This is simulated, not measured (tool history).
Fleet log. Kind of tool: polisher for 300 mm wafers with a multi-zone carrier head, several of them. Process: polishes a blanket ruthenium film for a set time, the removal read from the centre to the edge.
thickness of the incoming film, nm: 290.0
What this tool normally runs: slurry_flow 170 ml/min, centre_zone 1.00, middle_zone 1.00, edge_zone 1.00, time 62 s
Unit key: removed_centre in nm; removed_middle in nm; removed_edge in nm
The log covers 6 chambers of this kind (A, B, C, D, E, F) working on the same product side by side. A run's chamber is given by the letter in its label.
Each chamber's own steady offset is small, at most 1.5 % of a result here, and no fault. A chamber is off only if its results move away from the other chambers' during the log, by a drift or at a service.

run	hour	slurry_flow	centre_zone	middle_zone	edge_zone	time	removed_centre	removed_middle	removed_edge
# hour 6.0: chamber C: centre zone pressure recalibrated
1A	8.2	170	1.00	1.00	1.00	62	76.203	75.354	76.916
# hour 15.5: chamber F: worn pad replaced by a new one
# hour 15.9: chamber D: worn pad replaced by a new one
2E	17.0	170	1.00	1.00	1.00	62	75.801	76.045	76.073
3B	23.0	170	1.00	1.00	1.00	62	75.321	76.151	77.214
4D	27.3	170	1.00	1.00	1.00	62	74.870	76.230	76.868
5F	31.9	170	1.00	1.00	1.00	62	76.424	77.615	77.468
6C	37.5	170	1.00	1.00	1.00	62	77.659	76.903	76.222
# hour 38.8: chamber B: worn pad replaced by a new one
7B	43.3	170	1.00	1.00	1.00	71	87.013	88.234	88.505
# hour 44.2: chamber C: edge zone pressure recalibrated
# hour 48.7: chamber D: edge zone pressure recalibrated
8A	51.2	170	1.00	1.00	1.00	71	85.694	86.996	87.440
# hour 53.0: chamber E: worn pad replaced by a new one
# hour 54.6: chamber E: edge zone pressure recalibrated
9E	56.1	170	1.00	1.00	1.00	71	87.638	85.956	86.818
10F	64.2	170	1.00	1.00	1.00	71	87.643	87.718	87.592
# hour 68.5: chamber C: worn pad replaced by a new one
11D	70.9	170	1.00	1.00	1.00	71	88.141	88.618	88.068
12C	79.7	170	1.00	1.00	1.00	71	87.459	89.457	85.672
13A	85.0	170	1.00	1.00	1.00	62	78.054	76.162	77.758
# hour 87.1: chamber A: worn pad replaced by a new one
14E	93.9	170	1.00	1.00	1.00	62	76.758	75.917	75.783
15F	101.6	170	1.00	1.00	1.00	62	77.578	77.408	75.946
# hour 102.0: chamber F: slurry nozzle cleaned
# hour 106.4: chamber B: worn pad replaced by a new one
# hour 108.0: chamber B: slurry nozzle cleaned
16D	109.5	170	1.00	1.00	1.00	62	76.992	77.221	76.798
17C	118.3	170	1.00	1.00	1.00	62	77.177	77.710	76.578
# hour 123.2: chamber F: worn pad replaced by a new one
18B	123.6	170	1.00	1.00	1.00	62	76.014	77.528	76.498
19E	130.2	170	1.00	1.00	1.00	62	76.879	76.543	76.259
# hour 130.3: chamber A: slurry nozzle cleaned
20F	134.3	170	1.00	1.05	1.00	62	74.939	80.651	76.860
21C	138.7	170	1.00	1.05	1.00	62	75.734	80.836	76.244
22A	144.7	170	1.00	1.05	1.00	62	78.478	80.435	76.934
# hour 147.4: chamber E: worn pad replaced by a new one
23D	152.0	170	1.00	1.05	1.00	62	76.968	80.741	76.618
24B	156.1	170	1.00	1.05	1.00	62	75.140	79.794	76.499
# hour 159.9: chamber D: worn pad replaced by a new one
25B	160.2	170	1.00	1.05	1.00	62	77.258	79.891	76.786
# hour 163.3: chamber B: worn pad replaced by a new one
26C	166.1	170	0.91	1.00	1.11	62	69.544	77.849	80.615
# hour 166.7: chamber C: worn pad replaced by a new one
# hour 170.3: chamber A: worn pad replaced by a new one
27D	174.0	170	0.91	1.00	1.11	62	68.628	76.718	80.463
# hour 178.1: chamber D: slurry nozzle cleaned
28F	178.3	170	0.91	1.00	1.11	62	68.998	76.655	81.229
29E	186.3	170	0.91	1.00	1.11	62	68.132	76.346	79.689
30A	191.9	170	0.91	1.00	1.11	62	69.620	75.716	80.911
31B	196.1	170	0.91	1.00	1.11	62	68.440	76.244	82.120
32F	203.3	170	1.00	1.00	1.00	62	76.710	76.248	77.990
33C	207.2	170	1.00	1.00	1.00	62	76.958	77.300	75.389
34D	215.8	170	1.00	1.00	1.00	62	77.095	76.927	76.759
35A	223.0	170	1.00	1.00	1.00	62	76.395	75.508	77.897
# hour 223.7: chamber F: edge zone pressure recalibrated
# hour 225.0: chamber B: worn pad replaced by a new one
# hour 227.9: chamber F: worn pad replaced by a new one
36E	228.9	170	1.00	1.00	1.00	62	75.783	75.349	77.214
# hour 235.4: chamber B: centre zone pressure recalibrated
37F	235.9	170	1.00	1.00	1.00	62	76.312	76.979	76.714
# hour 239.8: chamber E: worn pad replaced by a new one
38A	244.4	170	1.00	1.00	1.00	62	75.683	75.871	77.034
# hour 245.3: chamber D: centre zone pressure recalibrated
39B	251.4	170	1.00	1.00	1.00	62	75.610	76.220	77.263
40E	259.2	170	1.00	0.93	1.08	62	75.674	70.629	79.223
41C	263.7	170	1.00	0.93	1.08	62	76.032	72.685	80.835
42D	269.7	170	1.00	0.93	1.08	62	76.802	72.004	79.457
43C	274.7	170	1.00	0.93	1.08	62	75.993	72.095	79.702

What goes on in this fleet: one chamber off, a drifting gauge, or nothing beyond the chambers' own small offsets? Name the chamber and the cause, if any.

Beyond each chamber's small constant offset nothing stands out, and the gauge stays steady.
